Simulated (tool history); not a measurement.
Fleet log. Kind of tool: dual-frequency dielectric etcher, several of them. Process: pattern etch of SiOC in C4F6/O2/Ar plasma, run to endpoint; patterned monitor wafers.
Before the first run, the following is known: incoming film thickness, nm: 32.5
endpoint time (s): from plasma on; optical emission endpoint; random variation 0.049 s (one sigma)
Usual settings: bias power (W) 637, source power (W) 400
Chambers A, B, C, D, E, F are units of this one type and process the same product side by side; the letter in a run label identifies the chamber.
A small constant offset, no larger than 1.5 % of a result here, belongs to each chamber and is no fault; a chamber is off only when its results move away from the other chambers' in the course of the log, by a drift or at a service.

Run 1E, hour 5: usual settings. Result: endpoint time (s) 9.9187.
Run 2F, hour 8.9: usual settings. Result: endpoint time (s) 10.057.
Run 3A, hour 11.8: usual settings. Result: endpoint time (s) 9.9998.
Run 4B, hour 14.8: usual settings. Result: endpoint time (s) 9.8686.
Run 5C, hour 19.6: usual settings. Result: endpoint time (s) 9.9618.
Run 6D, hour 23: usual settings but bias power (W) 730. Result: endpoint time (s) 9.2932.
Run 7E, hour 25.6: usual settings but bias power (W) 730. Result: endpoint time (s) 9.3957.
Run 8C, hour 29.5: usual settings but bias power (W) 730. Result: endpoint time (s) 9.421.
Run 9F, hour 32.4: usual settings but bias power (W) 730. Result: endpoint time (s) 9.3787.
Run 10B, hour 37.6: usual settings but bias power (W) 730. Result: endpoint time (s) 9.3545.
Run 11A, hour 42.7: usual settings but bias power (W) 730. Result: endpoint time (s) 9.3776.
Run 12D, hour 45.6: usual settings but bias power (W) 708. Result: endpoint time (s) 9.569.
Run 13F, hour 50.3: usual settings but bias power (W) 708. Result: endpoint time (s) 9.5928.
Run 14D, hour 54.1: usual settings but bias power (W) 708. Result: endpoint time (s) 9.4581.
Run 15E, hour 57.5: usual settings but bias power (W) 708. Result: endpoint time (s) 9.5027.
Run 16C, hour 60.6: usual settings but bias power (W) 708. Result: endpoint time (s) 9.4911.
Run 17B, hour 64.8: usual settings but bias power (W) 708. Result: endpoint time (s) 9.4722.
Run 18A, hour 69: usual settings. Result: endpoint time (s) 10.047.
Run 19C, hour 74.1: usual settings. Result: endpoint time (s) 9.9749.
Run 20F, hour 76.8: usual settings. Result: endpoint time (s) 10.032.
Run 21A, hour 80.3: usual settings but bias power (W) 541, source power (W) 320. Result: endpoint time (s) 11.537.
Run 22D, hour 84.8: usual settings but bias power (W) 541, source power (W) 320. Result: endpoint time (s) 11.423.
Run 23E, hour 88.7: usual settings but bias power (W) 541, source power (W) 320. Result: endpoint time (s) 11.376.
Run 24B, hour 92.1: usual settings but bias power (W) 541, source power (W) 320. Result: endpoint time (s) 11.575.
Run 25B, hour 97.6: usual settings but bias power (W) 541, source power (W) 320. Result: endpoint time (s) 11.532.
Run 26F, hour 101.1: usual settings but bias power (W) 541, source power (W) 320. Result: endpoint time (s) 11.455.
Run 27A, hour 105.6: usual settings but bias power (W) 770. Result: endpoint time (s) 9.3138.
Run 28C, hour 109.8: usual settings but bias power (W) 770. Result: endpoint time (s) 9.2497.
At hour 111.8: chamber C: wet clean of the chamber.
Run 29D, hour 114.2: usual settings but bias power (W) 770. Result: endpoint time (s) 9.2928.
Run 30E, hour 119.8: usual settings but bias power (W) 770. Result: endpoint time (s) 9.2013.
Run 31B, hour 123.5: usual settings but bias power (W) 770. Result: endpoint time (s) 9.2103.
Run 32F, hour 126.2: usual settings but bias power (W) 770. Result: endpoint time (s) 9.2039.
Run 33A, hour 130.6: usual settings. Result: endpoint time (s) 10.06.
Run 34E, hour 135.8: usual settings. Result: endpoint time (s) 9.9028.
Run 35C, hour 139.1: usual settings. Result: endpoint time (s) 9.9684.
Run 36D, hour 142.7: usual settings. Result: endpoint time (s) 10.188.
Run 37F, hour 147.7: usual settings. Result: endpoint time (s) 9.9521.
Run 38E, hour 151.8: usual settings. Result: endpoint time (s) 9.9796.
Run 39D, hour 156.4: usual settings. Result: endpoint time (s) 10.222.

Is one chamber off against the others, does the gauge drift, or is nothing wrong? If a chamber is off, say which, and what the likeliest cause is.

Chamber D drifts away from the others.
Likeliest cause: etch rate under this chamber's usual, % = 3.21.

Which of the 4 candidates below, each the usual settings with something changed and its results left as question marks, puts chamber D back in line with what the other chambers give on the usual settings?
In line here means within this much of the mean the other chambers give on the usual settings: endpoint time (s) 0.17
Run 40D-1, hour 160.5: usual settings but bias power (W) 686, source power (W) 430. Result: endpoint time (s) ?.
Run 40D-2, hour 160.5: usual settings but source power (W) 340. Result: endpoint time (s) ?.
Run 40D-3, hour 160.5: usual settings but bias power (W) 615, source power (W) 390. Result: endpoint time (s) ?.
Run 40D-4, hour 160.5: usual settings but source power (W) 430. Result: endpoint time (s) ?.

The other chambers' mean on the usual settings: endpoint time (s) 9.945
  run  endpoint time (s)
40D-1             9.6703
40D-2             10.841
40D-3             10.452
40D-4               9.95
It is 40D-4 that realigns the chamber with its peers.

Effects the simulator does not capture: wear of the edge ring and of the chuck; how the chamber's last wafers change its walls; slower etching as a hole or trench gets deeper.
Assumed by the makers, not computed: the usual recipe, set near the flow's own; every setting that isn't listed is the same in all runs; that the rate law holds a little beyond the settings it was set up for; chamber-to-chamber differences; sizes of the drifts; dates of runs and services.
